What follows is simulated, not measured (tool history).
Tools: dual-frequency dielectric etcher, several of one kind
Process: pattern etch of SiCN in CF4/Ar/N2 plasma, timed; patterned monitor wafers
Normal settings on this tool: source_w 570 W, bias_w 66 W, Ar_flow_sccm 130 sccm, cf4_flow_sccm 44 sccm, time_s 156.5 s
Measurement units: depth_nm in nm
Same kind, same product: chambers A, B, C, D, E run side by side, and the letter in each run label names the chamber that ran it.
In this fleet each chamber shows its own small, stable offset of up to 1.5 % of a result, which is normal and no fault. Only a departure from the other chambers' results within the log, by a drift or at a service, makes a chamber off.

run	hour	source_w	bias_w	Ar_flow_sccm	cf4_flow_sccm	time_s	read-back reference wafer on the same gauge, depth_nm	depth_nm
1A	9.9	570	66	130	44	156.5	139.95	141.04
2D	18.2	570	66	130	44	156.5	140.00	143.82
3E	23.1	570	66	130	44	156.5	139.89	141.94
4C	31.6	570	66	130	44	156.5	139.99	141.61
5B	38.4	570	66	130	44	156.5	140.03	142.96
6C	44.0	570	66	130	44	156.5	139.89	142.35
7E	50.6	570	66	130	49	156.5	140.05	144.56
8A	55.8	570	66	130	49	156.5	139.92	144.27
9D	62.1	570	66	130	49	156.5	139.97	146.41
# hour 67.9: chamber A: wet clean of the chamber
10B	68.5	570	66	130	49	156.5	140.05	144.80
11E	78.3	570	66	130	49	156.5	139.93	143.30
12C	84.2	570	66	130	44	156.5	140.10	142.96
# hour 91.3: chamber D: Ar flow controller replaced
13B	91.3	570	66	130	44	156.5	139.98	141.95
14A	100.5	570	66	130	44	156.5	139.99	141.35
15D	106.8	570	72	130	44	156.5	139.97	149.20
16E	112.3	570	72	130	44	156.5	140.01	145.38
# hour 113.8: chamber A: Ar flow controller replaced
17C	116.9	570	72	130	44	156.5	139.96	148.35
18D	126.5	570	72	130	44	156.5	140.04	147.22
19B	131.2	570	72	130	44	156.5	140.16	146.76
20A	139.3	570	80	130	44	140.5	139.97	136.64
21D	146.4	570	80	130	44	140.5	140.05	138.75
22E	153.4	570	80	130	44	140.5	140.02	136.54
23C	162.9	570	80	130	44	140.5	139.97	140.05
24B	169.2	570	80	130	44	140.5	140.08	137.94
25A	176.3	570	58	130	44	156.5	139.89	134.24
26C	180.9	570	58	130	44	156.5	140.07	138.34
27A	190.6	570	58	130	44	156.5	139.95	134.79
# hour 198.9: chamber B: wet clean of the chamber
28D	198.9	570	58	130	44	156.5	140.01	137.00
29E	208.1	570	58	130	44	156.5	140.07	135.12
# hour 211.4: chamber E: wet clean of the chamber
30B	217.5	620	80	130	44	156.5	140.00	164.43
31E	225.3	620	80	130	44	156.5	139.97	164.02
32A	232.4	620	80	130	44	156.5	139.99	163.75

Is one chamber off against the others, does the gauge drift, or is nothing wrong? If a chamber is off, say which, and what the likeliest cause is.

Little by little, chamber C moves away from the other chambers.
Likeliest cause: source power that arrives over what is set, % = 3.68.
The log might look much the same if the cause were instead: etch rate over this chamber's usual, %.

Below are 4 candidate recipes for chamber C's next run, each the usual settings with a change, their results shown as question marks. Which of them brings C's results back in line with what the other chambers give on the usual settings?
Allowed miss from the other chambers' usual-settings mean, per result, to count as in line: depth_nm 1.40 nm
33C-1	239.5	560	65	130	44	151.5		?
33C-2	239.5	580	66	129	44	162.0		?
33C-3	239.5	570	66	130	44	152.5		?
33C-4	239.5	590	66	129	44	156.5		?

The other chambers' mean on the usual settings: depth_nm 142.16 nm
run	depth_nm
33C-1	138.74
33C-2	153.97
33C-3	142.60
33C-4	150.93
Change 33C-3 lands the chamber within the allowed miss of the other chambers.
